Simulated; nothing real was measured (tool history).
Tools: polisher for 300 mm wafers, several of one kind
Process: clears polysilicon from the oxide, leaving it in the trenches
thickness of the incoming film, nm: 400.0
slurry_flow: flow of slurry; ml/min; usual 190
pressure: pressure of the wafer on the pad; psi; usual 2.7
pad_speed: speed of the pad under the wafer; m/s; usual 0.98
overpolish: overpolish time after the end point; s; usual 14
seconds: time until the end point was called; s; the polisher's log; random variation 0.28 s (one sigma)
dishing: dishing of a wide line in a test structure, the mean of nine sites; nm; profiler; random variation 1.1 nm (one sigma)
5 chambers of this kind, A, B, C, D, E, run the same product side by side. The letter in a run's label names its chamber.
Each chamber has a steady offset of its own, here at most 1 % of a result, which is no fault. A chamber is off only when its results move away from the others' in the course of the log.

run,hour,slurry_flow,pressure,pad_speed,overpolish,wafers polished on this pad,hours since the slurry nozzle was cleaned,hours since the head pressure was calibrated,seconds,dishing
1E,5.5,190,2.7,0.98,14,693,155.9,412.2,31.792,44.879
2C,10.7,190,2.7,0.98,14,877,339.3,429.8,32.746,44.188
3B,14.6,190,2.7,0.98,14,754,227.4,67.4,32.195,43.476
# hour 16.2: chamber B: worn pad replaced by a new one
4A,19.8,190,2.7,0.98,14,491,176.6,520.5,32.345,42.404
5D,27.2,190,2.7,0.98,14,606,212.2,846.8,31.907,43.088
6D,35.4,190,2.7,0.98,14,670,220.4,855,32.384,43.539
7E,40.2,190,3.5,0.98,22,962,190.6,446.9,24.618,44.674
8C,46.1,190,3.5,0.98,22,1151,374.7,465.2,25.179,44.395
9B,50.2,190,3.5,0.98,22,263,263,103,24.762,44.194
# hour 51.8: chamber C: worn pad replaced by a new one
10A,58.9,190,3.5,0.98,22,794,215.7,559.6,24.822,45.212
# hour 62.7: chamber D: slurry nozzle cleaned
11B,67.1,190,3.5,0.98,22,394,279.9,119.9,24.726,44.243
# hour 69: chamber A: worn pad replaced by a new one
12A,75.7,190,2.7,0.98,14,52,232.5,576.4,32.253,41.717
# hour 77.5: chamber E: worn pad replaced by a new one
# hour 79.6: chamber D: worn pad replaced by a new one
13C,84.4,135,2.7,0.98,14,253,413,503.5,34.607,43.194
14D,91.9,135,2.7,0.98,14,95,29.3,911.5,33.908,42.411
15E,97.7,135,2.7,0.98,14,157,248.1,504.4,33.575,43.151
16D,103.1,135,2.7,0.98,14,182,40.5,922.7,34.388,42.971
17A,109.5,135,2.7,0.98,14,314,266.3,610.2,34.021,43.108
18B,113.9,190,2.7,0.98,14,757,326.7,166.7,32.547,42.538
# hour 119.9: chamber B: worn pad replaced by a new one
19E,120.6,245,2.7,0.98,9,334,271,527.3,30.708,40.674
20C,125.6,245,2.7,0.98,9,572,454.2,544.7,31.632,41.667
21C,133.4,245,2.7,0.98,9,632,462,552.5,31.552,41.171
22A,137.8,245,2.7,0.98,9,533,294.6,638.5,31.828,38.716
23B,141.8,245,2.7,0.98,9,170,354.6,194.6,31.883,40.147
24D,147.4,190,2.7,0.98,14,525,84.8,967,31.923,43.664
25E,152.6,190,2.7,0.98,14,582,303,559.3,31.837,42.845
26B,157.9,190,2.7,0.98,14,294,370.7,210.7,33.537,43.987
27A,162.8,190,2.7,0.98,7,727,319.6,663.5,32.763,38.249
28D,168.5,190,2.7,0.98,7,688,105.9,988.1,32.857,38.564
29C,173.3,190,2.7,0.98,7,942,501.9,592.4,32.376,38.047
30E,178,190,2.7,0.98,7,779,328.4,584.7,31.708,38.74
31E,181.8,190,2.7,0.98,7,808,332.2,588.5,31.265,38.239
32D,186,230,2.7,0.98,14,824,123.4,1005.6,31.424,43.774
# hour 190.9: chamber A: worn pad replaced by a new one
33A,194.1,230,2.7,0.98,14,25,350.9,694.8,31.935,43.085
34C,198.8,230,2.7,0.98,14,1139,527.4,617.9,31.331,46.105
35B,203.5,230,2.7,0.98,14,648,416.3,256.3,33.713,44.226
36C,208.3,230,2.7,0.98,14,1213,536.9,627.4,31.672,45.566

What goes on in this fleet: one chamber off, a drifting gauge, or nothing beyond the chambers' own small offsets? Name the chamber and the cause, if any.

Chamber B drifts away from the others.
Cause: slurry flow missing at the pad, % = 40.6.
The log may not tell that from: head's pressure below its setpoint, %.

Here are 4 candidates for chamber B's next run, each the usual settings with a change, their results left as question marks. Which one brings its results back in line with what the others give on the usual settings?
In line means no further than this from the other chambers' mean on the usual settings: seconds 0.99 s; dishing 3.7 nm
37B-1,214.5,190,2.7,1,14,,,,?,?
37B-2,214.5,190,2.8,1.02,14,,,,?,?
37B-3,214.5,190,2.7,0.96,14,,,,?,?
37B-4,214.5,190,2.6,0.94,14,,,,?,?

The other chambers' mean on the usual settings: seconds 32.223 s; dishing 43.714 nm
run,seconds,dishing
37B-1,34.18,43.961
37B-2,32.309,44.196
37B-3,35.621,43.766
37B-4,37.785,43.451
37B-2 brings the chamber back in line.

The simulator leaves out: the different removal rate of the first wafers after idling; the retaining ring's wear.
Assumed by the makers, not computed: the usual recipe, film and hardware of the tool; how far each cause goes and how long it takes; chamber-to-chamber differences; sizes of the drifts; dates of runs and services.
